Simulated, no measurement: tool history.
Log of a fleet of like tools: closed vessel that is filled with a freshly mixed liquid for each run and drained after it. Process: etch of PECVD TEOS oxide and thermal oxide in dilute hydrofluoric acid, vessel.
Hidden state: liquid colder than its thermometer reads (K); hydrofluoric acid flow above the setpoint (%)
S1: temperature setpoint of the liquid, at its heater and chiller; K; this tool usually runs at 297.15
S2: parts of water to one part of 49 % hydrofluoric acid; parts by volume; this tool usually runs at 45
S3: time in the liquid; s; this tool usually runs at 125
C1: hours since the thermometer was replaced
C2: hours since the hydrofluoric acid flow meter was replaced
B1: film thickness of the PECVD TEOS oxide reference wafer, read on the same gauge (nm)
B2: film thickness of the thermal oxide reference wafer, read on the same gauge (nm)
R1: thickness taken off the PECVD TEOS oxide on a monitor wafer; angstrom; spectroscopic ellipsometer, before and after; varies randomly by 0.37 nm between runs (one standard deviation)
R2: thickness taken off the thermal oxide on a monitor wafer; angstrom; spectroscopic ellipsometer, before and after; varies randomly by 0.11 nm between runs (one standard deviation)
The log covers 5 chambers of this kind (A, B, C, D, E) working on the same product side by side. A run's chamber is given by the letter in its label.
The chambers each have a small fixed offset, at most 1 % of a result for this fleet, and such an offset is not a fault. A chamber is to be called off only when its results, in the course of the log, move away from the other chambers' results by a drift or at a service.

run	hour	S1	S2	S3	C1	C2	B1	B2	R1	R2
1A	7.6	297.15	45	125	1450.6	450.5	110.01	150.05	399.15	145.11
2E	17.2	297.15	45	125	619.4	406.7	109.99	150.01	393.95	144.49
3C	28.4	297.15	45	125	281.7	985.5	110.05	149.96	394.47	140.83
4D	38.5	297.15	45	125	468.1	561.0	109.98	150.02	399.79	141.27
5B	46.3	297.15	30	95	1333.1	534.2	110.04	150.05	466.58	164.06
6B	56.3	297.15	30	95	1343.1	544.2	110.04	150.05	460.61	164.97
7D	64.5	297.15	30	95	494.1	587.0	110.00	150.01	463.68	164.24
8E	76.2	297.15	30	95	678.4	465.7	110.00	150.01	469.42	164.51
9A	83.3	297.15	30	95	1526.3	526.2	109.98	150.05	459.42	169.19
10C	93.1	297.15	45	125	346.4	1050.2	110.04	150.01	395.94	141.55
11D	104.6	297.15	45	125	534.2	627.1	110.01	150.01	390.19	142.05
12C	117.5	297.15	45	125	370.8	1074.6	109.97	150.02	395.48	140.31
13B	123.9	297.15	45	125	1410.7	611.8	110.01	149.98	399.54	141.84
14A	129.7	297.15	45	125	1572.7	572.6	109.97	150.00	394.29	145.87
15E	137.5	297.15	45	125	739.7	527.0	110.00	150.04	417.08	148.30
16A	147.1	297.15	45	125	1590.1	590.0	109.98	149.98	396.37	143.08
17C	154.2	297.15	45	125	407.5	1111.3	110.00	149.97	401.72	143.10
18B	160.1	297.15	45	125	1446.9	648.0	109.95	149.98	400.78	142.90
19E	167.0	297.15	45	125	769.2	556.5	109.97	150.01	413.82	151.24
20D	175.9	297.15	45	125	605.5	698.4	110.03	149.99	392.11	142.65
21B	181.7	297.15	45	125	1468.5	669.6	109.98	150.04	396.27	143.05
# hour 186.9: chamber B: hydrofluoric acid flow meter replaced
22D	193.9	300.65	45	125	623.5	716.4	109.96	150.04	460.61	162.21
# hour 197.9: chamber A: hydrofluoric acid flow meter replaced
23E	204.7	300.65	45	125	806.9	594.2	110.01	150.02	490.59	173.34
24C	216.3	300.65	45	125	469.6	1173.4	110.03	150.02	456.53	160.93
25A	223.5	300.65	45	125	1666.5	25.7	110.03	150.06	454.97	162.85
26E	234.6	300.65	45	125	836.8	624.1	109.98	150.00	489.21	176.61
27A	242.1	293.15	30	125	1685.1	44.3	110.01	149.99	514.30	186.26
28D	254.3	293.15	30	125	683.9	776.8	109.99	150.08	511.26	182.04
29C	263.2	293.15	30	125	516.5	1220.3	109.98	149.94	515.96	182.08
30B	270.9	293.15	30	125	1557.7	84.0	109.98	150.01	507.28	181.19
31C	281.2	293.15	30	125	534.5	1238.3	109.96	150.01	508.55	182.50
32E	287.9	297.15	45	125	890.1	677.4	110.01	150.01	431.94	154.20

Decide between three cases: one chamber stands off from its peers, the gauge reading all wafers drifts, or nothing is wrong past each chamber's small offset. Where a chamber is off, say which and what most likely put it there.

Little by little, chamber E moves away from the other chambers.
Cause: hydrofluoric acid flow above the setpoint (%) = 9.14.
The log may not tell that from: liquid hotter than its thermometer reads (K).

Chamber E could run next with any of the 4 candidate recipes listed below; each alters the usual settings, and their results appear as question marks. Which one brings its results back in line with what the other chambers deliver on the usual settings?
In-line tolerance around the mean of the other chambers on the usual settings: R1 13.00 angstrom; R2 3.90 angstrom
33E-1	297.4	297.15	45	130					?	?
33E-2	297.4	297.65	45	135					?	?
33E-3	297.4	297.15	45	120					?	?
33E-4	297.4	297.15	45	115					?	?

Usual-settings mean across the other chambers: R1 395.78 angstrom; R2 142.01 angstrom
run	R1	R2
33E-1	455.21	161.79
33E-2	482.80	171.60
33E-3	420.20	149.34
33E-4	402.69	143.12
The answer is 33E-4, which returns the chamber to within the allowed miss of the others.
